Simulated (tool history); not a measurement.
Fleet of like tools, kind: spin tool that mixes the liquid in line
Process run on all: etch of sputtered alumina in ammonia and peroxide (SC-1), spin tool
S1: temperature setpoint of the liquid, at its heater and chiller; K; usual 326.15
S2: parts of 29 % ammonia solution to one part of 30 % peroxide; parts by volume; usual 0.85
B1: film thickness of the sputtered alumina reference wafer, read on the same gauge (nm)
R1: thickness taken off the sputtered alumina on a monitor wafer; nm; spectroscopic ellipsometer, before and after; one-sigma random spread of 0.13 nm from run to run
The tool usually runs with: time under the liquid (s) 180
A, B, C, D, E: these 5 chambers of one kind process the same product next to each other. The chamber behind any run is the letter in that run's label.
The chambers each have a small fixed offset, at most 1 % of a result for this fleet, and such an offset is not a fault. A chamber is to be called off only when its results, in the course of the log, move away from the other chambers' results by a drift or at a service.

Run 1A, hour 9.7: usual settings; B1 79.994. Result: R1 21.060 nm.
Run 2B, hour 18.7: usual settings; B1 79.995. Result: R1 20.730 nm.
Run 3D, hour 27.9: usual settings; B1 79.970. Result: R1 20.784 nm.
Run 4E, hour 35.2: usual settings; B1 79.992. Result: R1 20.355 nm.
At hour 38.2: chamber B: new drum of ammonia solution connected.
Run 5C, hour 44.6: usual settings; B1 80.012. Result: R1 20.664 nm.
Run 6D, hour 51.6: usual settings; B1 80.014. Result: R1 20.763 nm.
Run 7E, hour 61.1: usual settings; B1 80.010. Result: R1 20.433 nm.
Run 8B, hour 65.5: usual settings; B1 80.036. Result: R1 20.824 nm.
Run 9C, hour 75.1: usual settings; B1 79.980. Result: R1 20.640 nm.
Run 10A, hour 80.8: usual settings; B1 79.987. Result: R1 21.031 nm.
Run 11C, hour 87.7: usual settings; B1 79.969. Result: R1 20.673 nm.
Run 12A, hour 92.3: usual settings; B1 79.984. Result: R1 21.023 nm.
At hour 97.0: chamber E: ammonia flow meter replaced.
Run 13D, hour 99.9: usual settings; B1 79.998. Result: R1 21.273 nm.
Run 14E, hour 109.7: usual settings; B1 80.016. Result: R1 20.745 nm.
Run 15B, hour 115.7: usual settings; B1 80.008. Result: R1 20.565 nm.
Run 16C, hour 121.2: usual settings; B1 79.999. Result: R1 20.724 nm.
Run 17B, hour 127.9: usual settings; B1 80.001. Result: R1 20.708 nm.
Run 18A, hour 132.8: usual settings; B1 79.955. Result: R1 21.108 nm.
Run 19D, hour 141.5: usual settings but time under the liquid (s) 240; B1 80.023. Result: R1 28.345 nm.
Run 20E, hour 151.1: usual settings but time under the liquid (s) 240; B1 80.005. Result: R1 27.468 nm.
Run 21E, hour 156.2: usual settings but time under the liquid (s) 240; B1 80.011. Result: R1 27.428 nm.
Run 22A, hour 164.3: usual settings but time under the liquid (s) 240; B1 79.959. Result: R1 28.065 nm.
At hour 169.0: chamber B: thermometer replaced.
Run 23C, hour 173.5: usual settings but time under the liquid (s) 240; B1 80.009. Result: R1 27.679 nm.
Run 24D, hour 178.8: usual settings; B1 79.964. Result: R1 21.439 nm.
Run 25B, hour 184.9: usual settings; B1 80.023. Result: R1 20.704 nm.
At hour 185.2: chamber D: new drum of ammonia solution connected.
Run 26E, hour 189.7: usual settings; B1 80.012. Result: R1 20.436 nm.
Run 27A, hour 195.6: usual settings; B1 79.983. Result: R1 20.845 nm.
Run 28C, hour 204.7: usual settings; B1 80.003. Result: R1 20.502 nm.
Run 29B, hour 211.3: usual settings; B1 80.008. Result: R1 20.841 nm.
Run 30D, hour 219.2: usual settings; B1 79.999. Result: R1 21.878 nm.
At hour 220.7: chamber C: ammonia flow meter replaced.
Run 31E, hour 227.6: usual settings; B1 79.986. Result: R1 20.577 nm.
Run 32B, hour 237.0: usual settings; B1 80.024. Result: R1 20.517 nm.
Run 33D, hour 242.3: usual settings; B1 80.008. Result: R1 21.918 nm.
Run 34C, hour 250.5: usual settings; B1 80.021. Result: R1 20.865 nm.
Run 35A, hour 255.5: usual settings; B1 80.014. Result: R1 21.191 nm.
Run 36E, hour 262.4: usual settings; B1 79.996. Result: R1 20.749 nm.
Run 37A, hour 271.2: usual settings but S1 330.65 K, S2 1.10 parts by volume; B1 79.995. Result: R1 27.539 nm.
At hour 280.6: chamber D: heated supply line repaired.
Run 38B, hour 280.9: usual settings but S1 330.65 K, S2 1.10 parts by volume; B1 79.952. Result: R1 26.721 nm.
Run 39C, hour 290.1: usual settings but S1 330.65 K, S2 1.10 parts by volume; B1 80.003. Result: R1 27.065 nm.
Run 40D, hour 298.5: usual settings but S1 330.65 K, S2 1.10 parts by volume; B1 79.995. Result: R1 28.945 nm.
Run 41D, hour 303.7: usual settings but S1 330.65 K, S2 1.10 parts by volume; B1 79.983. Result: R1 29.259 nm.
Run 42B, hour 309.7: usual settings; B1 80.002. Result: R1 20.742 nm.
Run 43E, hour 317.3: usual settings; B1 80.017. Result: R1 20.457 nm.

Is one chamber out of step, is the gauge drifting, or do the chambers differ by no more than their own small offsets? For an off chamber, give its letter and the likeliest cause.

Little by little, chamber D moves away from the other chambers.
Most likely cause: liquid hotter than its thermometer reads (K) = 1.49.

Chamber D could run next with any of the 4 candidate recipes listed below; each alters the usual settings, and their results appear as question marks. Which one brings its results back in line with what the other chambers deliver on the usual settings?
Maximum distance from the other chambers' mean on the usual settings for a result to count as in line: R1 0.470 nm
Run 44D-1, hour 324.4: usual settings but S1 326.65 K, time under the liquid (s) 190. Result: R1 ?.
Run 44D-2, hour 324.4: usual settings but S2 0.60 parts by volume. Result: R1 ?.
Run 44D-3, hour 324.4: usual settings but S1 325.65 K, time under the liquid (s) 170. Result: R1 ?.
Run 44D-4, hour 324.4: usual settings but S2 1.20 parts by volume. Result: R1 ?.

Usual-settings mean across the other chambers: R1 20.733 nm
  run      R1
44D-1  24.367
44D-2  21.763
44D-3  20.660
44D-4  23.217
44D-3 is the one that brings the chamber's results back in line with the other chambers.

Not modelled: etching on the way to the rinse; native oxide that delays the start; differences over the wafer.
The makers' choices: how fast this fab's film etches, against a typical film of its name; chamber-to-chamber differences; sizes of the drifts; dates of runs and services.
